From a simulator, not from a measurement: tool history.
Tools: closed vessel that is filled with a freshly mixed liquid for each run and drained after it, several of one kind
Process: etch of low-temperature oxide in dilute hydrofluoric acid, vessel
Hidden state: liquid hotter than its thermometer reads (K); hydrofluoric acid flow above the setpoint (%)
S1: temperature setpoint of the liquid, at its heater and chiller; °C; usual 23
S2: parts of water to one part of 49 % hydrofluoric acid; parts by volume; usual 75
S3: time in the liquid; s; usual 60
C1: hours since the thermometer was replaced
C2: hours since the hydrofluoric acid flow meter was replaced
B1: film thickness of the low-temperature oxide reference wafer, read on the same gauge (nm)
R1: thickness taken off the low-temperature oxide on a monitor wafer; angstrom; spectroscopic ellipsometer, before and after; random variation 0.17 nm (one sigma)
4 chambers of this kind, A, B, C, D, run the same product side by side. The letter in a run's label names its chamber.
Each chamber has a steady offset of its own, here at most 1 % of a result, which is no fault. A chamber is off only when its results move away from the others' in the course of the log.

run 1A day=0.171 | S1=23 S2=75 S3=60 | C1=719.2 C2=451.1 | B1=120.01 | R1=214.08
run 2C day=0.292 | S1=23 S2=75 S3=60 | C1=1057.8 C2=1451.3 | B1=120.02 | R1=214.02
run 3B day=0.388 | S1=23 S2=75 S3=60 | C1=3169.5 C2=316.3 | B1=119.99 | R1=212.16
run 4D day=0.567 | S1=23 S2=75 S3=60 | C1=291.5 C2=835.3 | B1=120.01 | R1=211.19
run 5C day=0.679 | S1=23 S2=75 S3=70 | C1=1067.1 C2=1460.6 | B1=120.01 | R1=249.64
run 6A day=0.858 | S1=23 S2=75 S3=70 | C1=735.7 C2=467.6 | B1=120.01 | R1=251.9
run 7B day=1.05 | S1=23 S2=75 S3=70 | C1=3185.4 C2=332.2 | B1=119.98 | R1=248.46
run 8D day=1.146 | S1=23 S2=75 S3=70 | C1=305.4 C2=849.2 | B1=119.98 | R1=249.03
run 9A day=1.288 | S1=23 S2=75 S3=60 | C1=746 C2=477.9 | B1=120.02 | R1=212.58
run 10C day=1.442 | S1=27 S2=75 S3=80 | C1=1085.4 C2=1478.9 | B1=120.01 | R1=340.88
run 11B day=1.529 | S1=27 S2=75 S3=80 | C1=3196.9 C2=343.7 | B1=119.99 | R1=335.02
run 12D day=1.704 | S1=27 S2=75 S3=80 | C1=318.8 C2=862.6 | B1=119.99 | R1=334.85
run 13D day=1.792 | S1=27 S2=75 S3=80 | C1=320.9 C2=864.7 | B1=120.01 | R1=332.92
run 14B day=1.95 | S1=23 S2=75 S3=60 | C1=3207 C2=353.8 | B1=120.01 | R1=214.13
run 15C day=2.079 | S1=23 S2=75 S3=60 | C1=1100.7 C2=1494.2 | B1=119.99 | R1=219.98
run 16A day=2.192 | S1=23 S2=75 S3=60 | C1=767.7 C2=499.6 | B1=120 | R1=213.81
run 17D day=2.375 | S1=23 S2=75 S3=60 | C1=334.9 C2=878.7 | B1=120.01 | R1=216.01
run 18B day=2.538 | S1=19 S2=105 S3=60 | C1=3221.1 C2=367.9 | B1=119.99 | R1=124.37
run 19C day=2.679 | S1=19 S2=105 S3=60 | C1=1115.1 C2=1508.6 | B1=119.99 | R1=131.73
run 20A day=2.771 | S1=19 S2=105 S3=60 | C1=781.6 C2=513.5 | B1=119.99 | R1=127.45
run 21A day=2.946 | S1=19 S2=105 S3=60 | C1=785.8 C2=517.7 | B1=120.01 | R1=127.31
run 22B day=3.058 | S1=23 S2=75 S3=60 | C1=3233.6 C2=380.4 | B1=120.01 | R1=212.92
run 23C day=3.238 | S1=23 S2=75 S3=60 | C1=1128.5 C2=1522 | B1=120 | R1=229.02
run 24D day=3.375 | S1=27.5 S2=75 S3=60 | C1=358.9 C2=902.7 | B1=120.01 | R1=254.09

What goes on in this fleet: one chamber off, a drifting gauge, or nothing beyond the chambers' own small offsets? Name the chamber and the cause, if any.

Chamber C drifts away from the others.
Cause: hydrofluoric acid flow above the setpoint (%) = 7.01.
The log may not tell that from: liquid hotter than its thermometer reads (K).

Here are 4 candidates for chamber C's next run, each the usual settings with a change, their results left as question marks. Which one brings its results back in line with what the others give on the usual settings?
In line means no further than this from the other chambers' mean on the usual settings: R1 6 angstrom
run 25C-1 day=3.512 | S1=22.5 S2=75 S3=60 | R1=?
run 25C-2 day=3.512 | S1=23 S2=70 S3=60 | R1=?
run 25C-3 day=3.512 | S1=23.5 S2=75 S3=60 | R1=?
run 25C-4 day=3.512 | S1=21.5 S2=75 S3=60 | R1=?

The other chambers' mean on the usual settings: R1 214.33 angstrom
run=25C-1 R1=225.64
run=25C-2 R1=247.92
run=25C-3 R1=235.04
run=25C-4 R1=216.53
25C-4 brings the chamber back in line.
